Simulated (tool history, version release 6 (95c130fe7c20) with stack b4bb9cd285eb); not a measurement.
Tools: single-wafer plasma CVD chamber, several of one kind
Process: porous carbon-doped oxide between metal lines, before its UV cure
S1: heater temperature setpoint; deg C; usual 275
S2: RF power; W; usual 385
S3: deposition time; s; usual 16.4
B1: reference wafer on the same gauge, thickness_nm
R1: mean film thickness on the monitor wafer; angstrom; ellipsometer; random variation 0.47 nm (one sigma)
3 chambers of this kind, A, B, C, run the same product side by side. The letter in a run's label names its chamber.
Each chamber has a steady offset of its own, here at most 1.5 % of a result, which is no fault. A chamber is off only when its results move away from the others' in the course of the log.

| run | day | S1 | S2 | S3 | B1 | R1 |
|---|---|---|---|---|---|---|
| 1C | 0.575 | 275 | 385 | 16.4 | 83.799 | 874.00 |
| 2B | 1.158 | 275 | 385 | 16.4 | 83.688 | 860.35 |
| 3A | 1.467 | 275 | 385 | 16.4 | 83.716 | 870.34 |
| 4A | 1.988 | 275 | 385 | 16.4 | 83.762 | 861.92 |
| 5C | 2.458 | 275 | 385 | 16.4 | 83.826 | 869.21 |
| 6B | 2.900 | 275 | 385 | 16.4 | 83.741 | 858.29 |
| 7C | 3.158 | 275 | 385 | 16.4 | 83.749 | 867.94 |
| 8B | 3.558 | 275 | 385 | 16.4 | 83.777 | 859.02 |
| 9A | 4.162 | 275 | 385 | 16.4 | 83.934 | 864.23 |
| 10C | 4.454 | 275 | 385 | 16.4 | 83.807 | 876.22 |
| 11A | 4.958 | 275 | 385 | 16.4 | 83.786 | 865.82 |
| 12B | 5.483 | 275 | 385 | 16.4 | 83.714 | 866.90 |
| 13A | 6.000 | 286 | 385 | 16.4 | 83.681 | 814.93 |
| 14B | 6.296 | 286 | 385 | 16.4 | 83.744 | 806.43 |
| 15C | 6.838 | 286 | 385 | 16.4 | 83.850 | 813.16 |
| 16A | 7.117 | 267 | 455 | 16.4 | 83.736 | 1034.90 |
| 17C | 7.675 | 267 | 455 | 16.4 | 83.753 | 1043.70 |
| 18B | 8.258 | 267 | 455 | 16.4 | 83.804 | 1037.40 |
| 19B | 8.629 | 275 | 385 | 16.4 | 83.777 | 849.70 |
|  | 8.983 | chamber A: RF generator calibrated |
| 20C | 9.042 | 275 | 425 | 17.6 | 83.817 | 1002.50 |
| 21A | 9.425 | 275 | 425 | 17.6 | 83.792 | 992.90 |
| 22A | 9.917 | 275 | 425 | 17.6 | 83.739 | 1001.80 |
| 23B | 10.262 | 275 | 385 | 16.4 | 83.841 | 854.98 |
| 24C | 10.721 | 275 | 385 | 16.4 | 83.855 | 871.34 |
| 25B | 11.121 | 275 | 385 | 16.4 | 83.879 | 858.44 |
| 26C | 11.542 | 275 | 385 | 16.4 | 83.893 | 880.79 |
|  | 11.596 | chamber A: thermocouple changed; heater temperature recalibrated |
| 27A | 11.858 | 275 | 385 | 16.4 | 83.794 | 870.05 |
| 28A | 12.283 | 275 | 385 | 16.4 | 83.793 | 869.29 |
| 29B | 12.804 | 275 | 385 | 16.4 | 83.803 | 868.55 |
| 30C | 13.067 | 275 | 385 | 16.4 | 83.833 | 873.16 |
| 31C | 13.638 | 275 | 385 | 16.4 | 83.659 | 879.96 |

Is one chamber off against the others, does the gauge drift, or is nothing wrong? If a chamber is off, say which, and what the likeliest cause is.

No chamber stands off beyond its own small offset, and the gauge holds steady.

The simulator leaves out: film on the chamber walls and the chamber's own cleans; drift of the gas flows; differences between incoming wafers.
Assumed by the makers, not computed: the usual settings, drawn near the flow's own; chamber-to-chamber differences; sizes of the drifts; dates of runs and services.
